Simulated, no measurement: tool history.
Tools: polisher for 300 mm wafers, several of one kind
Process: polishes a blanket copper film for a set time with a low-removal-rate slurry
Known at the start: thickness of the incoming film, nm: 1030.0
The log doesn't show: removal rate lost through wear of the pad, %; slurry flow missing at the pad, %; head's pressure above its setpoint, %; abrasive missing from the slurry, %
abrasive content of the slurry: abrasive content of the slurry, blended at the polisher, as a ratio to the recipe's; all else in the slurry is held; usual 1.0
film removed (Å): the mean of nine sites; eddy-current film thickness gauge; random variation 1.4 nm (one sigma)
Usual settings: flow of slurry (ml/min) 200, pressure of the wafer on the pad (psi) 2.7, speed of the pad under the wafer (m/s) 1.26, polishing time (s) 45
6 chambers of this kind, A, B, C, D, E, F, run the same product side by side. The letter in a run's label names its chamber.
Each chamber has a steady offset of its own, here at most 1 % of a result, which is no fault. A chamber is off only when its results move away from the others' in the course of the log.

run     day  flow of slurry (ml/min)  pressure of the wafer on the pad (psi)  speed of the pad under the wafer (m/s)  abrasive content of the slurry  polishing time (s)  wafers polished on this pad  hours since the slurry nozzle was cleaned  hours since the head pressure was calibrated  hours since the slurry blender was calibrated  film removed (Å)
 1C   0.238                      200                                     2.7                                    1.26                             1.0                  45                          647                                      373.4                                         295.0                                           35.9            1463.3
 2D   0.517                      200                                     2.7                                    1.26                             1.0                  45                         1191                                      148.6                                         276.0                                          104.3            1459.8
      0.521  -- chamber C: worn pad replaced by a new one
 3A   0.862                      200                                     2.7                                    1.26                             1.0                  45                          630                                      770.7                                         646.8                                          420.3            1450.0
 4B   1.071                      200                                     2.7                                    1.26                             1.0                  45                          473                                      177.5                                         202.7                                           43.4            1453.8
 5E   1.250                      200                                     2.7                                    1.26                             1.0                  45                          512                                      148.3                                         909.5                                          119.3            1438.9
      1.346  -- chamber D: worn pad replaced by a new one
 6F   1.504                      200                                     2.7                                    1.26                             1.0                  45                          740                                       37.5                                          98.9                                           71.7            1469.6
 7A   1.671                      200                                     2.7                                    1.26                             1.0                  45                          868                                      790.1                                         666.2                                          439.7            1438.2
 8E   1.912                      200                                     2.7                                    1.26                             1.0                  45                          707                                      164.2                                         925.4                                          135.2            1440.2
      1.921  -- chamber A: slurry nozzle cleaned
      1.933  -- chamber E: worn pad replaced by a new one
      1.967  -- chamber A: worn pad replaced by a new one
 9B   2.188                      200                                     2.7                                    1.26                             1.0                  45                          802                                      204.3                                         229.5                                           70.2            1470.3
10D   2.471                      200                                     2.7                                    1.26                             1.0                  45                          331                                      195.5                                         322.9                                          151.2            1431.9
11C   2.654                      200                                     2.7                                    1.26                             1.0                  45                          628                                      431.4                                         353.0                                           93.9            1477.4
      2.788  -- chamber B: worn pad replaced by a new one
12F   2.900                      200                                     2.7                                    1.26                             1.0                  45                         1151                                       71.0                                         132.4                                          105.2            1471.2
      2.996  -- chamber F: worn pad replaced by a new one
      3.071  -- chamber C: worn pad replaced by a new one
      3.179  -- chamber C: slurry blender recalibrated
13C   3.229                      200                                     2.7                                    1.26                             1.0                  45                           46                                      445.2                                         366.8                                            1.2            1466.4
14D   3.475                      200                                     2.7                                    1.26                             1.0                  45                          626                                      219.6                                         347.0                                          175.3            1444.1
15A   3.725                      200                                     2.7                                    1.26                             1.0                  45                          517                                       43.3                                         715.5                                          489.0            1463.2
16E   3.892                      200                                     2.7                                    1.58                             1.2                  45                          576                                      211.7                                         972.9                                          182.7            1886.9
17F   4.092                      200                                     2.7                                    1.58                             1.2                  45                          322                                       99.6                                         161.0                                          133.8            1900.2
      4.221  -- chamber A: slurry blender recalibrated
18B   4.358                      200                                     2.7                                    1.58                             1.2                  45                          462                                      256.4                                         281.6                                          122.3            1900.9
      4.408  -- chamber C: head pressure recalibrated
      4.433  -- chamber E: worn pad replaced by a new one
19E   4.700                      200                                     2.7                                    1.58                             1.2                  45                           78                                      231.1                                         992.3                                          202.1            1855.5
20F   4.958                      200                                     2.7                                    1.58                             1.2                  45                          577                                      120.4                                         181.8                                          154.6            1890.9
      5.162  -- chamber A: worn pad replaced by a new one
21D   5.162                      200                                     2.7                                    1.58                             1.2                  45                         1123                                      260.1                                         387.5                                          215.8            1906.0
      5.433  -- chamber B: head pressure recalibrated
      5.438  -- chamber B: worn pad replaced by a new one
22C   5.500                      200                                     2.7                                    1.26                             1.2                  31                          714                                      499.7                                          26.3                                           55.7            1048.2
      5.521  -- chamber C: worn pad replaced by a new one
      5.733  -- chamber B: slurry blender recalibrated
23B   5.804                      200                                     2.7                                    1.26                             1.2                  31                          108                                      291.1                                           9.0                                            1.8            1049.0
24A   6.146                      200                                     2.7                                    1.26                             1.2                  31                          290                                      101.4                                         773.6                                           46.3            1047.0
25B   6.475                      200                                     2.7                                    1.26                             1.2                  31                          306                                      307.2                                          25.1                                           17.9            1038.9
      6.542  -- chamber D: worn pad replaced by a new one
26F   6.683                      200                                     2.7                                    1.26                             1.2                  31                         1085                                      161.8                                         223.2                                          196.0            1044.7
27E   6.942                      200                                     2.7                                    1.26                             1.2                  31                          738                                      284.9                                        1046.1                                          255.9            1021.5
      6.946  -- chamber F: worn pad replaced by a new one
      6.946  -- chamber E: worn pad replaced by a new one
28D   7.221                      200                                     2.7                                    1.26                             1.0                  45                          201                                      309.5                                         436.9                                          265.2            1435.2
      7.338  -- chamber C: slurry blender recalibrated
29C   7.442                      200                                     2.7                                    1.26                             1.0                  45                          566                                      546.3                                          72.9                                            2.6            1456.0
30A   7.725                      200                                     2.7                                    1.26                             1.0                  45                          755                                      139.3                                         811.5                                           84.2            1451.0
31B   8.062                      200                                     2.7                                    1.26                             1.0                  45                          773                                      345.3                                          63.2                                           56.0            1458.6
      8.246  -- chamber C: worn pad replaced by a new one
      8.288  -- chamber E: slurry blender recalibrated
32F   8.346                      200                                     2.7                                    1.26                             1.0                  45                          412                                      201.7                                         263.1                                          235.9            1439.1
33E   8.679                      200                                     2.7                                    1.26                             1.0                  45                          510                                      326.6                                        1087.8                                            9.4            1386.3
34D   8.967                      200                                     2.7                                    1.26                             1.0                  45                          714                                      351.4                                         478.8                                          307.1            1466.9
      9.012  -- chamber A: worn pad replaced by a new one
35A   9.242                      165                                     2.7                                    1.26                             1.0                  37                           68                                      175.7                                         847.9                                          120.6            1157.2
36C   9.438                      165                                     2.7                                    1.26                             1.0                  37                          351                                      594.2                                         120.8                                           50.5            1164.5
      9.508  -- chamber E: worn pad replaced by a new one
37E   9.671                      165                                     2.7                                    1.26                             1.0                  37                           48                                      350.4                                        1111.6                                           33.2            1086.8
38F   9.879                      165                                     2.7                                    1.26                             1.0                  37                          863                                      238.5                                         299.9                                          272.7            1136.4
39C  10.104                      165                                     2.7                                    1.26                             1.0                  37                          547                                      610.2                                         136.8                                           66.5            1170.8
40D  10.312                      165                                     2.7                                    1.26                             1.0                  37                         1110                                      383.7                                         511.1                                          339.4            1153.8
41A  10.558                      200                                     2.0                                    1.26                             1.0                  45                          456                                      207.3                                         879.5                                          152.2            1059.2

Next, every chamber runs the same settings. What will each give?
42A  10.821                      200                                     2.7                                    1.26                             1.0                  45                                                                                                                                                                                      ?
42B  10.821                      200                                     2.7                                    1.26                             1.0                  45                                                                                                                                                                                      ?
42C  10.821                      200                                     2.7                                    1.26                             1.0                  45                                                                                                                                                                                      ?
42D  10.821                      200                                     2.7                                    1.26                             1.0                  45                                                                                                                                                                                      ?
42E  10.821                      200                                     2.7                                    1.26                             1.0                  45                                                                                                                                                                                      ?
42F  10.821                      200                                     2.7                                    1.26                             1.0                  45                                                                                                                                                                                      ?

run  film removed (Å)
42A            1442.7
42B            1462.6
42C            1464.7
42D            1461.0
42E            1329.3
42F            1456.6

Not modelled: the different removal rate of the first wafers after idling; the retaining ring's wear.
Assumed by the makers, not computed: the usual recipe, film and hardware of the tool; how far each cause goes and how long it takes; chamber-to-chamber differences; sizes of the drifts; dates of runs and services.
